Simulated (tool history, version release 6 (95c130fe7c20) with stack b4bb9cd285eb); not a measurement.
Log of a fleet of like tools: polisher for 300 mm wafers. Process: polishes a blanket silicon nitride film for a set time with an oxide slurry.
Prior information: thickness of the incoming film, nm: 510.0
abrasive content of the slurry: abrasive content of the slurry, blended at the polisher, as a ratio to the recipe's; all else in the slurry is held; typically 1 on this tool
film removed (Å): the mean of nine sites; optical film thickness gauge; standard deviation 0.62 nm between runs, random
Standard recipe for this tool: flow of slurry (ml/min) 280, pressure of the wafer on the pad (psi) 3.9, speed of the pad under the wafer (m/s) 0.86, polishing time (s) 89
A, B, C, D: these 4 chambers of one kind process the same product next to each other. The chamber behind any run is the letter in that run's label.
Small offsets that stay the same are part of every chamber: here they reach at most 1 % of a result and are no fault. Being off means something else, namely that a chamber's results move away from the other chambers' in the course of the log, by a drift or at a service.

run   hour  flow of slurry (ml/min)  pressure of the wafer on the pad (psi)  speed of the pad under the wafer (m/s)  abrasive content of the slurry  polishing time (s)  film removed (Å)
       2.8  -- chamber C: slurry blender recalibrated
 1C   15.5                      280                                     3.9                                    0.86                               1                  89            495.86
 2B   25.0                      280                                     3.9                                    0.86                               1                  89            500.84
      36.1  -- chamber D: slurry nozzle cleaned
      37.6  -- chamber B: worn pad replaced by a new one
 3A   39.3                      280                                     3.9                                    0.86                               1                  89            503.97
      43.1  -- chamber A: worn pad replaced by a new one
 4D   46.9                      280                                     3.9                                    0.86                               1                  89            505.08
      55.5  -- chamber C: worn pad replaced by a new one
      58.5  -- chamber C: head pressure recalibrated
 5B   61.4                      280                                     3.9                                    0.86                               1                  89            494.81
      68.0  -- chamber D: worn pad replaced by a new one
 6C   77.5                      280                                     3.9                                    0.86                               1                  89            495.37
 7D   92.5                      280                                     3.9                                    0.86                               1                  89            513.94
 8A  103.6                      280                                     3.9                                    0.86                               1                  89            491.45
 9D  119.1                      280                                     3.9                                    0.86                               1                  89            506.16
     121.6  -- chamber A: slurry blender recalibrated
     121.8  -- chamber D: conditioning disc replaced and pad reconditioned
10A  134.6                      280                                     3.9                                    0.86                               1                  89            506.74
     145.6  -- chamber A: worn pad replaced by a new one
11B  145.9                      280                                     3.9                                    0.86                               1                  89            501.01
     147.2  -- chamber B: worn pad replaced by a new one
     153.2  -- chamber C: slurry nozzle cleaned
12C  162.3                      280                                     4.6                                    0.86                               1                  89            582.65
     163.5  -- chamber C: worn pad replaced by a new one
13C  176.7                      280                                     4.6                                    0.86                               1                  89            580.61
     178.2  -- chamber B: conditioning disc replaced and pad reconditioned
     182.9  -- chamber A: conditioning disc replaced and pad reconditioned
14D  190.2                      280                                     4.6                                    0.86                               1                  89            600.60
15B  197.7                      280                                     4.6                                    0.86                               1                  89            583.74
16A  204.9                      280                                     3.9                                    0.86                               1                  89            505.64
     205.2  -- chamber D: worn pad replaced by a new one
17B  215.4                      280                                     3.9                                    0.86                               1                  89            505.50
     216.6  -- chamber C: slurry blender recalibrated
18C  230.9                      280                                     3.9                                    0.86                               1                  89            497.26
19A  240.7                      280                                     3.9                                    0.86                               1                  89            498.86
     246.8  -- chamber A: worn pad replaced by a new one
20D  247.9                      280                                     3.9                                    0.86                               1                  89            496.13
     251.7  -- chamber B: slurry nozzle cleaned
     251.9  -- chamber C: worn pad replaced by a new one
     253.2  -- chamber D: head pressure recalibrated
21C  256.6                      280                                     3.9                                    0.86                               1                  89            490.09
     268.6  -- chamber B: worn pad replaced by a new one
22B  271.9                      280                                     3.9                                    0.86                               1                  89            500.78
23D  285.4                      280                                     3.9                                    0.86                               1                  89            544.66
     288.0  -- chamber A: slurry blender recalibrated
24A  296.8                      280                                     3.9                                    0.86                               1                  89            510.58
     302.4  -- chamber D: slurry nozzle cleaned
25B  312.1                      280                                     2.8                                    0.86                               1                  89            364.29
     315.6  -- chamber D: worn pad replaced by a new one
26A  327.5                      280                                     2.8                                    0.86                               1                  89            360.37
     338.9  -- chamber A: worn pad replaced by a new one
     339.1  -- chamber D: conditioning disc replaced and pad reconditioned
27C  339.9                      280                                     2.8                                    0.86                               1                  89            353.44
     346.2  -- chamber C: conditioning disc replaced and pad reconditioned
28D  352.7                      280                                     2.8                                    0.86                               1                  89            405.83
     359.2  -- chamber D: slurry blender recalibrated
     363.6  -- chamber C: worn pad replaced by a new one
29B  368.5                      280                                     3.9                                    0.86                               1                  89            502.60
     378.3  -- chamber B: worn pad replaced by a new one
30D  378.6                      280                                     3.9                                    0.86                               1                  89            549.03
     380.8  -- chamber B: slurry blender recalibrated
31C  392.0                      280                                     3.9                                    0.86                               1                  89            497.22
32A  401.9                      280                                     3.9                                    0.86                               1                  89            493.57
33D  409.3                      280                                     3.9                                    0.86                               1                  89            565.14
34C  423.2                      280                                     3.9                                    0.86                               1                  89            496.26
     426.2  -- chamber A: conditioning disc replaced and pad reconditioned
35A  432.2                      280                                     3.9                                    0.86                               1                  89            504.30
     442.6  -- chamber D: worn pad replaced by a new one
     445.3  -- chamber A: worn pad replaced by a new one
36B  447.4                      280                                     3.9                                    0.86                               1                  89            497.88
37A  457.6                      280                                     4.9                                    0.86                               1                  89            621.81
38B  466.5                      280                                     4.9                                    0.86                               1                  89            645.29
39D  479.7                      280                                     4.9                                    0.86                               1                  89            699.97

Next, all 4 chambers run the settings below, one line each with question marks for the results. What does each chamber give?
40A  491.5                      280                                     5.2                                    0.86                               1                  89                 ?
40B  491.5                      280                                     5.2                                    0.86                               1                  89                 ?
40C  491.5                      280                                     5.2                                    0.86                               1                  89                 ?
40D  491.5                      280                                     5.2                                    0.86                               1                  89                 ?

run  film removed (Å)
40A            667.96
40B            676.33
40C            661.34
40D            745.89
